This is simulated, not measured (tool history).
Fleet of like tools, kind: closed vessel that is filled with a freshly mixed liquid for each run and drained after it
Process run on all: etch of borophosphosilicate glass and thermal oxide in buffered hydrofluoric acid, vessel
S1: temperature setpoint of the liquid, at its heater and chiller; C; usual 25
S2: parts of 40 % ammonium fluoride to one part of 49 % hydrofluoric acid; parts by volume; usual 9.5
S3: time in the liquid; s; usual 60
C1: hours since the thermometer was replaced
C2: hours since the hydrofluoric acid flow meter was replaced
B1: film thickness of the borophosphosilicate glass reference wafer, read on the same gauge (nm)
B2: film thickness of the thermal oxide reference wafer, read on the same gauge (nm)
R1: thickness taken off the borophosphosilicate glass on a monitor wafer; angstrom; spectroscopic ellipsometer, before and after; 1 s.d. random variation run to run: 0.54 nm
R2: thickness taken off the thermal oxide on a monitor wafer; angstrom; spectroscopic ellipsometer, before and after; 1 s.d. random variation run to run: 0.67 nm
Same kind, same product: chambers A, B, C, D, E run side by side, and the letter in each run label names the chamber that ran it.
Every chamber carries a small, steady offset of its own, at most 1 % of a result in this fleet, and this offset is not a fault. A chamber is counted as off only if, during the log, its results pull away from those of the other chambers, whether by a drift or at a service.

run	hour	S1	S2	S3	C1	C2	B1	B2	R1	R2
1E	5.7	25	9.5	60	200.4	1131.5	100.02	70.016	811.34	752.89
2C	8.7	25	9.5	60	449.3	862.9	99.968	69.997	815.84	735.11
3A	13.9	25	9.5	60	279.2	423.9	99.984	70.029	821.75	756.89
4D	18.9	25	9.5	60	1449.6	1932.3	99.991	69.997	807.64	753.09
5B	22.8	25	9.5	60	168.2	380.7	99.986	70.014	802.88	763.7
6D	28.8	25	9.5	35	1459.5	1942.2	99.961	70.011	476.28	435.76
7C	31.8	25	9.5	35	472.4	886	99.996	69.995	466.99	442.14
8B	35.8	25	9.5	35	181.2	393.7	99.952	70.005	479.27	439.75
9E	40.3	25	9.5	35	235	1166.1	100.04	69.996	479.26	442.73
10A	44.1	25	9.5	35	309.4	454.1	99.987	70.001	482.41	442.85
11E	50.2	25	9.5	60	244.9	1176	100.02	69.988	815.4	755.81
12A	56.3	25	9.5	60	321.6	466.3	99.997	70.012	827.88	757.23
13B	62.1	23.5	9.5	80	207.5	420	100.02	70.016	983.56	932.68
14D	66.6	23.5	9.5	80	1497.3	1980	99.968	69.994	1006.6	938.6
15C	72.1	23.5	9.5	80	512.7	926.3	100.05	69.977	1011.3	930.93
16D	76.6	23.5	9.5	80	1507.3	1990	99.989	69.998	1011.1	931.96
17B	80.1	23.5	9.5	80	225.5	438	100.03	70.016	999.7	930.55
18E	84	25	9.5	60	278.7	1209.8	100.02	70.009	823.91	756.24
19A	88.7	25	9.5	60	354	498.7	100.01	70.014	826	755.54
20C	92.1	25	9.5	60	532.7	946.3	99.992	70.013	810.84	753.13
21B	96.7	25	9.5	60	242.1	454.6	99.996	69.995	816.29	754.58
22C	102.8	25	9.5	60	543.4	957	99.978	69.998	812.96	757.66
23D	108.4	25	9.5	60	1539.1	2021.8	100.02	69.995	819.41	750.95
24A	114	25	9.5	60	379.3	524	100.02	69.998	821.75	733.45
25E	117.1	25	9.5	60	311.8	1242.9	100.03	69.999	816.47	769.54
26A	120.6	25	9.5	60	385.9	530.6	99.981	70.006	825.14	745.52
# hour 121.8: chamber D: hydrofluoric acid flow meter replaced
27E	125.5	25	9.5	60	320.2	1251.3	99.944	69.999	820.81	749.31
28D	131.8	21	13	60	1562.5	10.1	99.98	70.008	485.35	454.49
29B	137.3	21	13	60	282.7	495.2	100.01	70.014	493.82	455.45
30C	144.2	21	13	60	584.8	998.4	100.04	70.005	486.7	448.96
31D	149.1	21	13	60	1579.8	27.4	100.02	70.01	484.45	453.36
32A	153.4	21	13	60	418.7	563.4	99.986	69.981	497.61	456.07
33E	160.1	25	9.5	60	354.8	1285.9	100.01	69.99	824.78	766.77
34C	167.1	25	9.5	60	607.7	1021.3	100.03	70.012	813.14	759.04
35B	171.6	25	9.5	60	317	529.5	99.969	70.006	799.16	746.27
36A	178.2	23.5	13	60	443.5	588.2	100.05	69.994	568.43	517.58
37B	182.3	23.5	13	60	327.7	540.2	99.978	69.999	564.8	508.32
38E	189.3	23.5	13	60	384	1315.1	99.986	70.012	568.42	520.15
39C	194.9	23.5	13	60	635.5	1049.1	99.966	69.995	557.66	519.88
40D	199.9	23.5	13	60	1630.6	78.2	99.979	70.005	557.86	514.57
41C	204.3	25	9.5	60	644.9	1058.5	100.06	69.998	815.47	759.27
# hour 205.9: chamber B: hydrofluoric acid flow meter replaced
42A	207.8	21.5	11.5	60	473.1	617.8	99.976	69.977	574.19	522.97
43B	212.9	21.5	11.5	60	358.3	7	99.976	69.995	562.52	532.55
44D	219.7	21.5	11.5	60	1650.4	98	100	70.017	571.16	516.45

Has any chamber moved away from the others, gradually or after a service, or does the common gauge drift, or do the chambers differ only by their own small steady offsets? State the chamber and the most likely cause if one applies.

All chambers stay in line apart from their small fixed offsets, and the gauge does not drift.

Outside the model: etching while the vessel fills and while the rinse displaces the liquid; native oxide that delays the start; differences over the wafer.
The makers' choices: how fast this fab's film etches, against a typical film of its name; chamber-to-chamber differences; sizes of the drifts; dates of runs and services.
